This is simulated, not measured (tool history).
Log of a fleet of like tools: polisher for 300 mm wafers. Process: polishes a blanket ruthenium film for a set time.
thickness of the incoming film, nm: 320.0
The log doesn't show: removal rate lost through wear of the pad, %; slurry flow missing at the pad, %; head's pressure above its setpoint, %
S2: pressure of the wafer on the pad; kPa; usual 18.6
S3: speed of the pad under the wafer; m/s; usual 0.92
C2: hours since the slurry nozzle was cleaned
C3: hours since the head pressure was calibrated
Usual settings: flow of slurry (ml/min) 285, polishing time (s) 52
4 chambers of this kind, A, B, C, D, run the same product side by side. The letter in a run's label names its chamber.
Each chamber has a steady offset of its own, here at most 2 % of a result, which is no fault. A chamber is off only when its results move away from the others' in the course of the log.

{"run": "1D", "day": 0.467, "flow of slurry (ml/min)": 285, "S2": 18.6, "S3": 0.92, "polishing time (s)": 52, "wafers polished on this pad": 422, "C2": 474.3, "C3": 173.8, "film removed (Å)": 615.59}
{"run": "2A", "day": 0.792, "flow of slurry (ml/min)": 285, "S2": 18.6, "S3": 0.92, "polishing time (s)": 52, "wafers polished on this pad": 453, "C2": 42.5, "C3": 196.6, "film removed (Å)": 618.17}
{"run": "3B", "day": 1.225, "flow of slurry (ml/min)": 285, "S2": 18.6, "S3": 0.92, "polishing time (s)": 52, "wafers polished on this pad": 673, "C2": 542.4, "C3": 174.9, "film removed (Å)": 623.76}
{"run": "4C", "day": 1.546, "flow of slurry (ml/min)": 285, "S2": 18.6, "S3": 0.92, "polishing time (s)": 52, "wafers polished on this pad": 1025, "C2": 322.6, "C3": 453.9, "film removed (Å)": 604.49}
{"run": "5B", "day": 1.854, "flow of slurry (ml/min)": 285, "S2": 18.6, "S3": 0.92, "polishing time (s)": 52, "wafers polished on this pad": 913, "C2": 557.5, "C3": 190, "film removed (Å)": 623.37}
{"day": 2.075, "done": "chamber C: worn pad replaced by a new one"}
{"run": "6A", "day": 2.167, "flow of slurry (ml/min)": 285, "S2": 18.6, "S3": 0.92, "polishing time (s)": 52, "wafers polished on this pad": 979, "C2": 75.5, "C3": 229.6, "film removed (Å)": 614.35}
{"day": 2.467, "done": "chamber A: worn pad replaced by a new one"}
{"run": "7C", "day": 2.625, "flow of slurry (ml/min)": 285, "S2": 18.6, "S3": 0.92, "polishing time (s)": 52, "wafers polished on this pad": 211, "C2": 348.5, "C3": 479.8, "film removed (Å)": 603.33}
{"run": "8D", "day": 2.988, "flow of slurry (ml/min)": 285, "S2": 15.2, "S3": 0.92, "polishing time (s)": 52, "wafers polished on this pad": 1386, "C2": 534.8, "C3": 234.3, "film removed (Å)": 492.65}
{"day": 3.283, "done": "chamber B: worn pad replaced by a new one"}
{"run": "9C", "day": 3.338, "flow of slurry (ml/min)": 285, "S2": 15.2, "S3": 0.92, "polishing time (s)": 52, "wafers polished on this pad": 483, "C2": 365.6, "C3": 496.9, "film removed (Å)": 488.34}
{"run": "10A", "day": 3.588, "flow of slurry (ml/min)": 285, "S2": 15.2, "S3": 0.92, "polishing time (s)": 52, "wafers polished on this pad": 429, "C2": 109.6, "C3": 263.7, "film removed (Å)": 494.05}
{"run": "11B", "day": 3.975, "flow of slurry (ml/min)": 285, "S2": 15.2, "S3": 0.92, "polishing time (s)": 52, "wafers polished on this pad": 265, "C2": 608.4, "C3": 240.9, "film removed (Å)": 510.76}
{"run": "12D", "day": 4.346, "flow of slurry (ml/min)": 285, "S2": 18.6, "S3": 0.92, "polishing time (s)": 52, "wafers polished on this pad": 1906, "C2": 567.4, "C3": 266.9, "film removed (Å)": 618.39}
{"run": "13B", "day": 4.671, "flow of slurry (ml/min)": 285, "S2": 18.6, "S3": 0.92, "polishing time (s)": 52, "wafers polished on this pad": 531, "C2": 625.1, "C3": 257.6, "film removed (Å)": 628.34}
{"day": 4.883, "done": "chamber C: worn pad replaced by a new one"}
{"run": "14C", "day": 4.9, "flow of slurry (ml/min)": 285, "S2": 18.6, "S3": 0.92, "polishing time (s)": 52, "wafers polished on this pad": 6, "C2": 403.1, "C3": 534.4, "film removed (Å)": 599.81}
{"run": "15A", "day": 5.333, "flow of slurry (ml/min)": 285, "S2": 18.6, "S3": 0.92, "polishing time (s)": 52, "wafers polished on this pad": 1097, "C2": 151.5, "C3": 305.6, "film removed (Å)": 620.18}
{"day": 5.35, "done": "chamber A: worn pad replaced by a new one"}
{"run": "16D", "day": 5.712, "flow of slurry (ml/min)": 285, "S2": 18.6, "S3": 0.92, "polishing time (s)": 52, "wafers polished on this pad": 2429, "C2": 600.2, "C3": 299.7, "film removed (Å)": 591.82}
{"run": "17B", "day": 6.029, "flow of slurry (ml/min)": 285, "S2": 18.6, "S3": 0.92, "polishing time (s)": 52, "wafers polished on this pad": 1050, "C2": 657.7, "C3": 290.2, "film removed (Å)": 611.03}
{"run": "18C", "day": 6.479, "flow of slurry (ml/min)": 285, "S2": 18.6, "S3": 0.92, "polishing time (s)": 52, "wafers polished on this pad": 610, "C2": 441, "C3": 572.3, "film removed (Å)": 609.15}
{"day": 6.7, "done": "chamber C: slurry nozzle cleaned"}
{"run": "19A", "day": 6.779, "flow of slurry (ml/min)": 240, "S2": 18.6, "S3": 0.92, "polishing time (s)": 68, "wafers polished on this pad": 547, "C2": 186.2, "C3": 340.3, "film removed (Å)": 775.87}
{"day": 7.025, "done": "chamber B: worn pad replaced by a new one"}
{"run": "20D", "day": 7.162, "flow of slurry (ml/min)": 240, "S2": 18.6, "S3": 0.92, "polishing time (s)": 68, "wafers polished on this pad": 2983, "C2": 635, "C3": 334.5, "film removed (Å)": 754.37}
{"day": 7.279, "done": "chamber C: worn pad replaced by a new one"}
{"run": "21D", "day": 7.538, "flow of slurry (ml/min)": 240, "S2": 18.6, "S3": 0.92, "polishing time (s)": 68, "wafers polished on this pad": 3127, "C2": 644, "C3": 343.5, "film removed (Å)": 766.7}
{"run": "22B", "day": 7.933, "flow of slurry (ml/min)": 240, "S2": 18.6, "S3": 0.92, "polishing time (s)": 68, "wafers polished on this pad": 348, "C2": 703.4, "C3": 335.9, "film removed (Å)": 791.14}
{"day": 8.008, "done": "chamber A: worn pad replaced by a new one"}
{"run": "23C", "day": 8.188, "flow of slurry (ml/min)": 285, "S2": 18.6, "S3": 0.92, "polishing time (s)": 52, "wafers polished on this pad": 348, "C2": 35.8, "C3": 613.3, "film removed (Å)": 606.9}
{"run": "24A", "day": 8.654, "flow of slurry (ml/min)": 340, "S2": 18.6, "S3": 1.22, "polishing time (s)": 52, "wafers polished on this pad": 247, "C2": 231.2, "C3": 385.3, "film removed (Å)": 824.18}
{"run": "25B", "day": 8.862, "flow of slurry (ml/min)": 340, "S2": 18.6, "S3": 1.22, "polishing time (s)": 52, "wafers polished on this pad": 703, "C2": 725.7, "C3": 358.2, "film removed (Å)": 825.92}
{"day": 9.004, "done": "chamber B: slurry nozzle cleaned"}
{"run": "26C", "day": 9.254, "flow of slurry (ml/min)": 340, "S2": 18.6, "S3": 1.22, "polishing time (s)": 52, "wafers polished on this pad": 756, "C2": 61.4, "C3": 638.9, "film removed (Å)": 818.41}
{"day": 9.596, "done": "chamber D: slurry nozzle cleaned"}
{"run": "27D", "day": 9.658, "flow of slurry (ml/min)": 340, "S2": 18.6, "S3": 1.22, "polishing time (s)": 52, "wafers polished on this pad": 3938, "C2": 1.6, "C3": 394.4, "film removed (Å)": 795.59}
{"day": 9.992, "done": "chamber C: worn pad replaced by a new one"}
{"run": "28A", "day": 10.058, "flow of slurry (ml/min)": 285, "S2": 18.6, "S3": 0.92, "polishing time (s)": 52, "wafers polished on this pad": 784, "C2": 264.9, "C3": 419, "film removed (Å)": 611.36}
{"run": "29C", "day": 10.479, "flow of slurry (ml/min)": 285, "S2": 18.6, "S3": 0.92, "polishing time (s)": 52, "wafers polished on this pad": 186, "C2": 90.8, "C3": 668.3, "film removed (Å)": 600.79}
{"run": "30A", "day": 10.867, "flow of slurry (ml/min)": 285, "S2": 18.6, "S3": 0.92, "polishing time (s)": 52, "wafers polished on this pad": 1094, "C2": 284.3, "C3": 438.4, "film removed (Å)": 613.61}
{"day": 11.046, "done": "chamber B: worn pad replaced by a new one"}
{"day": 11.104, "done": "chamber A: worn pad replaced by a new one"}
{"run": "31D", "day": 11.154, "flow of slurry (ml/min)": 285, "S2": 18.6, "S3": 0.92, "polishing time (s)": 52, "wafers polished on this pad": 4510, "C2": 37.5, "C3": 430.3, "film removed (Å)": 572.27}
{"run": "32B", "day": 11.525, "flow of slurry (ml/min)": 285, "S2": 18.6, "S3": 0.92, "polishing time (s)": 52, "wafers polished on this pad": 183, "C2": 60.5, "C3": 422.1, "film removed (Å)": 617.22}
{"run": "33B", "day": 11.971, "flow of slurry (ml/min)": 285, "S2": 18.6, "S3": 0.92, "polishing time (s)": 52, "wafers polished on this pad": 353, "C2": 71.2, "C3": 432.8, "film removed (Å)": 624.55}
{"run": "34D", "day": 12.371, "flow of slurry (ml/min)": 285, "S2": 18.6, "S3": 0.92, "polishing time (s)": 52, "wafers polished on this pad": 4975, "C2": 66.7, "C3": 459.5, "film removed (Å)": 567.31}
{"day": 12.483, "done": "chamber C: worn pad replaced by a new one"}
{"run": "35A", "day": 12.65, "flow of slurry (ml/min)": 285, "S2": 18.6, "S3": 0.92, "polishing time (s)": 52, "wafers polished on this pad": 592, "C2": 327.1, "C3": 481.2, "film removed (Å)": 610.23}
{"run": "36C", "day": 12.883, "flow of slurry (ml/min)": 285, "S2": 18.6, "S3": 0.68, "polishing time (s)": 42, "wafers polished on this pad": 154, "C2": 148.5, "C3": 726, "film removed (Å)": 359.49}
{"run": "37C", "day": 13.242, "flow of slurry (ml/min)": 285, "S2": 18.6, "S3": 0.68, "polishing time (s)": 42, "wafers polished on this pad": 291, "C2": 157.1, "C3": 734.6, "film removed (Å)": 364.35}
{"day": 13.638, "done": "chamber A: worn pad replaced by a new one"}
{"run": "38B", "day": 13.675, "flow of slurry (ml/min)": 285, "S2": 18.6, "S3": 0.68, "polishing time (s)": 42, "wafers polished on this pad": 1005, "C2": 112.1, "C3": 473.7, "film removed (Å)": 364.95}
{"run": "39A", "day": 14.079, "flow of slurry (ml/min)": 285, "S2": 18.6, "S3": 0.68, "polishing time (s)": 42, "wafers polished on this pad": 169, "C2": 361.4, "C3": 515.5, "film removed (Å)": 363.24}

All 4 chambers run these settings next. Forecast each chamber's results:
{"run": "40A", "day": 14.412, "flow of slurry (ml/min)": 285, "S2": 18.6, "S3": 0.92, "polishing time (s)": 52, "film removed (Å)": "?"}
{"run": "40B", "day": 14.412, "flow of slurry (ml/min)": 285, "S2": 18.6, "S3": 0.92, "polishing time (s)": 52, "film removed (Å)": "?"}
{"run": "40C", "day": 14.412, "flow of slurry (ml/min)": 285, "S2": 18.6, "S3": 0.92, "polishing time (s)": 52, "film removed (Å)": "?"}
{"run": "40D", "day": 14.412, "flow of slurry (ml/min)": 285, "S2": 18.6, "S3": 0.92, "polishing time (s)": 52, "film removed (Å)": "?"}

run=40A film_removed_(Å)=611.59
run=40B film_removed_(Å)=613.1
run=40C film_removed_(Å)=603.4
run=40D film_removed_(Å)=555.04
